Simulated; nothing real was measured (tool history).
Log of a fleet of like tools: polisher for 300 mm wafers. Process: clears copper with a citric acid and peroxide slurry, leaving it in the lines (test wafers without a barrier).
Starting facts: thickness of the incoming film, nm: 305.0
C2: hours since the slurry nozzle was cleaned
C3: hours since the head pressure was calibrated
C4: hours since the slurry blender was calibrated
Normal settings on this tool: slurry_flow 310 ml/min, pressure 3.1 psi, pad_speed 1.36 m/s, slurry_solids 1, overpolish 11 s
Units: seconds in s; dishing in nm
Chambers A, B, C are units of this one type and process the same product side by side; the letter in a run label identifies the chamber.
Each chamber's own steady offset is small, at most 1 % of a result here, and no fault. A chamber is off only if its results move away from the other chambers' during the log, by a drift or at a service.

{"run": "1A", "hour": 8.3, "slurry_flow": 310, "pressure": 3.1, "pad_speed": 1.36, "slurry_solids": 1, "overpolish": 11, "wafers polished on this pad": 208, "C2": 69.6, "C3": 377.5, "C4": 32.1, "seconds": 99.361, "dishing": 17.918}
{"hour": 8.5, "done": "chamber B: worn pad replaced by a new one"}
{"hour": 13.4, "done": "chamber B: slurry nozzle cleaned"}
{"hour": 14.5, "done": "chamber B: slurry blender recalibrated"}
{"run": "2B", "hour": 16.8, "slurry_flow": 310, "pressure": 3.1, "pad_speed": 1.36, "slurry_solids": 1, "overpolish": 11, "wafers polished on this pad": 65, "C2": 3.4, "C3": 639.7, "C4": 2.4, "seconds": 99.947, "dishing": 19.208}
{"run": "3C", "hour": 24.8, "slurry_flow": 310, "pressure": 3.1, "pad_speed": 1.36, "slurry_solids": 1, "overpolish": 11, "wafers polished on this pad": 363, "C2": 124.9, "C3": 290.2, "C4": 264.1, "seconds": 101, "dishing": 18.876}
{"run": "4B", "hour": 32.8, "slurry_flow": 310, "pressure": 3.1, "pad_speed": 1.36, "slurry_solids": 1, "overpolish": 11, "wafers polished on this pad": 192, "C2": 19.4, "C3": 655.7, "C4": 18.4, "seconds": 99.978, "dishing": 19.163}
{"run": "5C", "hour": 42.4, "slurry_flow": 310, "pressure": 3.1, "pad_speed": 1.36, "slurry_solids": 1, "overpolish": 11, "wafers polished on this pad": 502, "C2": 142.5, "C3": 307.8, "C4": 281.7, "seconds": 99.978, "dishing": 18.771}
{"hour": 42.8, "done": "chamber C: slurry blender recalibrated"}
{"run": "6A", "hour": 51.5, "slurry_flow": 310, "pressure": 3.1, "pad_speed": 1.36, "slurry_solids": 1, "overpolish": 11, "wafers polished on this pad": 551, "C2": 112.8, "C3": 420.7, "C4": 75.3, "seconds": 99.645, "dishing": 18.448}
{"run": "7C", "hour": 60.0, "slurry_flow": 310, "pressure": 3.1, "pad_speed": 1.36, "slurry_solids": 1, "overpolish": 11, "wafers polished on this pad": 642, "C2": 160.1, "C3": 325.4, "C4": 17.2, "seconds": 99.254, "dishing": 18.146}
{"run": "8B", "hour": 66.3, "slurry_flow": 310, "pressure": 3.1, "pad_speed": 1.36, "slurry_solids": 1, "overpolish": 11, "wafers polished on this pad": 458, "C2": 52.9, "C3": 689.2, "C4": 51.9, "seconds": 99.962, "dishing": 18.668}
{"hour": 67.5, "done": "chamber A: worn pad replaced by a new one"}
{"hour": 70.0, "done": "chamber C: worn pad replaced by a new one"}
{"run": "9A", "hour": 75.6, "slurry_flow": 310, "pressure": 3.1, "pad_speed": 1.36, "slurry_solids": 1, "overpolish": 11, "wafers polished on this pad": 64, "C2": 136.9, "C3": 444.8, "C4": 99.4, "seconds": 101.28, "dishing": 18.707}
{"run": "10A", "hour": 81.9, "slurry_flow": 310, "pressure": 3.1, "pad_speed": 1.36, "slurry_solids": 1, "overpolish": 11, "wafers polished on this pad": 114, "C2": 143.2, "C3": 451.1, "C4": 105.7, "seconds": 100.58, "dishing": 18.963}
{"run": "11C", "hour": 92.8, "slurry_flow": 310, "pressure": 3.1, "pad_speed": 1.36, "slurry_solids": 1, "overpolish": 11, "wafers polished on this pad": 181, "C2": 192.9, "C3": 358.2, "C4": 50, "seconds": 99.995, "dishing": 18.489}
{"run": "12B", "hour": 100.2, "slurry_flow": 310, "pressure": 3.1, "pad_speed": 1.36, "slurry_solids": 1, "overpolish": 11, "wafers polished on this pad": 727, "C2": 86.8, "C3": 723.1, "C4": 85.8, "seconds": 98.528, "dishing": 19.129}
{"run": "13A", "hour": 110.1, "slurry_flow": 310, "pressure": 3.1, "pad_speed": 1.36, "slurry_solids": 1, "overpolish": 11, "wafers polished on this pad": 338, "C2": 171.4, "C3": 479.3, "C4": 133.9, "seconds": 98.268, "dishing": 19.428}
{"run": "14C", "hour": 118.8, "slurry_flow": 310, "pressure": 3.1, "pad_speed": 1.36, "slurry_solids": 1, "overpolish": 11, "wafers polished on this pad": 387, "C2": 218.9, "C3": 384.2, "C4": 76, "seconds": 97.898, "dishing": 18.865}
{"run": "15B", "hour": 125.9, "slurry_flow": 310, "pressure": 3.1, "pad_speed": 1.36, "slurry_solids": 1, "overpolish": 11, "wafers polished on this pad": 931, "C2": 112.5, "C3": 748.8, "C4": 111.5, "seconds": 98.705, "dishing": 18.83}
{"run": "16B", "hour": 134.7, "slurry_flow": 310, "pressure": 3.1, "pad_speed": 1.36, "slurry_solids": 1, "overpolish": 11, "wafers polished on this pad": 1001, "C2": 121.3, "C3": 757.6, "C4": 120.3, "seconds": 99.666, "dishing": 18.458}
{"run": "17C", "hour": 141.4, "slurry_flow": 310, "pressure": 3.1, "pad_speed": 1.36, "slurry_solids": 1, "overpolish": 11, "wafers polished on this pad": 567, "C2": 241.5, "C3": 406.8, "C4": 98.6, "seconds": 98.623, "dishing": 18.591}
{"run": "18A", "hour": 148.6, "slurry_flow": 310, "pressure": 3.1, "pad_speed": 1.36, "slurry_solids": 1, "overpolish": 11, "wafers polished on this pad": 643, "C2": 209.9, "C3": 517.8, "C4": 172.4, "seconds": 99.963, "dishing": 18.29}
{"hour": 148.9, "done": "chamber A: worn pad replaced by a new one"}
{"hour": 150.5, "done": "chamber B: worn pad replaced by a new one"}
{"hour": 150.7, "done": "chamber A: slurry blender recalibrated"}
{"hour": 154.8, "done": "chamber C: worn pad replaced by a new one"}
{"run": "19B", "hour": 158.9, "slurry_flow": 310, "pressure": 3.1, "pad_speed": 1.36, "slurry_solids": 1, "overpolish": 11, "wafers polished on this pad": 67, "C2": 145.5, "C3": 781.8, "C4": 144.5, "seconds": 97.794, "dishing": 19.17}
{"run": "20A", "hour": 166.2, "slurry_flow": 310, "pressure": 3.1, "pad_speed": 1.36, "slurry_solids": 1, "overpolish": 11, "wafers polished on this pad": 137, "C2": 227.5, "C3": 535.4, "C4": 15.5, "seconds": 100.59, "dishing": 18.713}
{"run": "21C", "hour": 174.5, "slurry_flow": 310, "pressure": 3.1, "pad_speed": 1.36, "slurry_solids": 1, "overpolish": 11, "wafers polished on this pad": 156, "C2": 274.6, "C3": 439.9, "C4": 131.7, "seconds": 99.23, "dishing": 18.705}
{"run": "22B", "hour": 186.5, "slurry_flow": 310, "pressure": 3.1, "pad_speed": 1.36, "slurry_solids": 1, "overpolish": 11, "wafers polished on this pad": 286, "C2": 173.1, "C3": 809.4, "C4": 172.1, "seconds": 97.031, "dishing": 19.699}
{"run": "23A", "hour": 197.0, "slurry_flow": 310, "pressure": 3.1, "pad_speed": 1.36, "slurry_solids": 1, "overpolish": 11, "wafers polished on this pad": 381, "C2": 258.3, "C3": 566.2, "C4": 46.3, "seconds": 100.37, "dishing": 18.48}
{"hour": 200.0, "done": "chamber A: slurry nozzle cleaned"}
{"run": "24C", "hour": 209.6, "slurry_flow": 310, "pressure": 3.1, "pad_speed": 1.36, "slurry_solids": 1, "overpolish": 11, "wafers polished on this pad": 435, "C2": 309.7, "C3": 475, "C4": 166.8, "seconds": 100.79, "dishing": 18.978}
{"run": "25C", "hour": 222.4, "slurry_flow": 310, "pressure": 2.4, "pad_speed": 1.36, "slurry_solids": 1.15, "overpolish": 11, "wafers polished on this pad": 536, "C2": 322.5, "C3": 487.8, "C4": 179.6, "seconds": 122.98, "dishing": 15.609}
{"hour": 232.1, "done": "chamber B: slurry blender recalibrated"}
{"run": "26B", "hour": 234.7, "slurry_flow": 310, "pressure": 2.4, "pad_speed": 1.36, "slurry_solids": 1.15, "overpolish": 11, "wafers polished on this pad": 668, "C2": 221.3, "C3": 857.6, "C4": 2.6, "seconds": 115.65, "dishing": 17.047}
{"hour": 239.4, "done": "chamber A: worn pad replaced by a new one"}
{"hour": 241.0, "done": "chamber C: worn pad replaced by a new one"}
{"run": "27A", "hour": 245.8, "slurry_flow": 310, "pressure": 2.4, "pad_speed": 1.36, "slurry_solids": 1.15, "overpolish": 11, "wafers polished on this pad": 51, "C2": 45.9, "C3": 615, "C4": 95.1, "seconds": 125.08, "dishing": 15.99}
{"hour": 247.7, "done": "chamber C: slurry nozzle cleaned"}
{"hour": 248.2, "done": "chamber B: slurry nozzle cleaned"}
{"run": "28A", "hour": 259.0, "slurry_flow": 310, "pressure": 3.1, "pad_speed": 1.36, "slurry_solids": 1, "overpolish": 11, "wafers polished on this pad": 155, "C2": 59.1, "C3": 628.2, "C4": 108.3, "seconds": 99.001, "dishing": 19.209}
{"run": "29B", "hour": 268.3, "slurry_flow": 310, "pressure": 3.1, "pad_speed": 1.36, "slurry_solids": 1, "overpolish": 11, "wafers polished on this pad": 935, "C2": 20.2, "C3": 891.2, "C4": 36.2, "seconds": 94.45, "dishing": 19.473}
{"run": "30C", "hour": 274.2, "slurry_flow": 310, "pressure": 3.1, "pad_speed": 1.36, "slurry_solids": 1, "overpolish": 11, "wafers polished on this pad": 263, "C2": 26.5, "C3": 539.6, "C4": 231.4, "seconds": 99.735, "dishing": 18.65}
{"run": "31A", "hour": 281.0, "slurry_flow": 310, "pressure": 3.1, "pad_speed": 1.36, "slurry_solids": 1, "overpolish": 11, "wafers polished on this pad": 330, "C2": 81.1, "C3": 650.2, "C4": 130.3, "seconds": 98.969, "dishing": 18.746}
{"run": "32B", "hour": 290.3, "slurry_flow": 310, "pressure": 3.1, "pad_speed": 1.36, "slurry_solids": 1, "overpolish": 11, "wafers polished on this pad": 1109, "C2": 42.2, "C3": 913.2, "C4": 58.2, "seconds": 90.909, "dishing": 19.538}
{"run": "33C", "hour": 302.8, "slurry_flow": 310, "pressure": 3.1, "pad_speed": 1.36, "slurry_solids": 1, "overpolish": 11, "wafers polished on this pad": 490, "C2": 55.1, "C3": 568.2, "C4": 260, "seconds": 99.492, "dishing": 19.125}
{"hour": 307.0, "done": "chamber C: slurry blender recalibrated"}
{"hour": 313.1, "done": "chamber C: worn pad replaced by a new one"}
{"run": "34B", "hour": 313.3, "slurry_flow": 310, "pressure": 3.1, "pad_speed": 1.36, "slurry_solids": 1, "overpolish": 11, "wafers polished on this pad": 1292, "C2": 65.2, "C3": 936.2, "C4": 81.2, "seconds": 93.445, "dishing": 19.52}
{"hour": 317.4, "done": "chamber A: worn pad replaced by a new one"}
{"hour": 319.9, "done": "chamber A: slurry blender recalibrated"}
{"run": "35C", "hour": 320.6, "slurry_flow": 310, "pressure": 3.1, "pad_speed": 1.36, "slurry_solids": 1, "overpolish": 11, "wafers polished on this pad": 59, "C2": 72.9, "C3": 586, "C4": 13.7, "seconds": 100.52, "dishing": 18.911}
{"run": "36A", "hour": 328.5, "slurry_flow": 310, "pressure": 3.9, "pad_speed": 1.62, "slurry_solids": 1, "overpolish": 11, "wafers polished on this pad": 88, "C2": 128.6, "C3": 697.7, "C4": 8.6, "seconds": 67.581, "dishing": 23.846}
{"hour": 330.2, "done": "chamber B: worn pad replaced by a new one"}
{"run": "37C", "hour": 338.1, "slurry_flow": 310, "pressure": 3.9, "pad_speed": 1.62, "slurry_solids": 1, "overpolish": 11, "wafers polished on this pad": 198, "C2": 90.4, "C3": 603.5, "C4": 31.2, "seconds": 66.763, "dishing": 24.423}
{"run": "38A", "hour": 345.5, "slurry_flow": 310, "pressure": 3.9, "pad_speed": 1.62, "slurry_solids": 1, "overpolish": 11, "wafers polished on this pad": 223, "C2": 145.6, "C3": 714.7, "C4": 25.6, "seconds": 67.7, "dishing": 23.917}
{"run": "39B", "hour": 356.0, "slurry_flow": 310, "pressure": 3.1, "pad_speed": 1.36, "slurry_solids": 1, "overpolish": 11, "wafers polished on this pad": 204, "C2": 107.9, "C3": 978.9, "C4": 123.9, "seconds": 91.919, "dishing": 19.806}
{"hour": 363.3, "done": "chamber C: head pressure recalibrated"}
{"run": "40B", "hour": 364.8, "slurry_flow": 310, "pressure": 3.1, "pad_speed": 1.04, "slurry_solids": 1.15, "overpolish": 11, "wafers polished on this pad": 274, "C2": 116.7, "C3": 987.7, "C4": 132.7, "seconds": 116.16, "dishing": 17.004}
{"run": "41C", "hour": 375.7, "slurry_flow": 310, "pressure": 3.1, "pad_speed": 1.04, "slurry_solids": 1.15, "overpolish": 11, "wafers polished on this pad": 496, "C2": 128, "C3": 12.4, "C4": 68.8, "seconds": 123.78, "dishing": 16.267}
{"run": "42A", "hour": 388.5, "slurry_flow": 310, "pressure": 3.1, "pad_speed": 1.04, "slurry_solids": 1.15, "overpolish": 11, "wafers polished on this pad": 564, "C2": 188.6, "C3": 757.7, "C4": 68.6, "seconds": 127.21, "dishing": 15.957}
{"hour": 399.2, "done": "chamber A: worn pad replaced by a new one"}
{"run": "43A", "hour": 400.7, "slurry_flow": 310, "pressure": 3.1, "pad_speed": 1.36, "slurry_solids": 1, "overpolish": 11, "wafers polished on this pad": 12, "C2": 200.8, "C3": 769.9, "C4": 80.8, "seconds": 100.26, "dishing": 18.388}

Next, all 3 chambers run the settings below, one line each with question marks for the results. What does each chamber give?
{"run": "44A", "hour": 410.2, "slurry_flow": 310, "pressure": 3.1, "pad_speed": 1.16, "slurry_solids": 1, "overpolish": 11, "seconds": "?", "dishing": "?"}
{"run": "44B", "hour": 410.2, "slurry_flow": 310, "pressure": 3.1, "pad_speed": 1.16, "slurry_solids": 1, "overpolish": 11, "seconds": "?", "dishing": "?"}
{"run": "44C", "hour": 410.2, "slurry_flow": 310, "pressure": 3.1, "pad_speed": 1.16, "slurry_solids": 1, "overpolish": 11, "seconds": "?", "dishing": "?"}

run=44A seconds=117.48 dishing=16.771
run=44B seconds=105.88 dishing=18.627
run=44C seconds=114.51 dishing=16.924
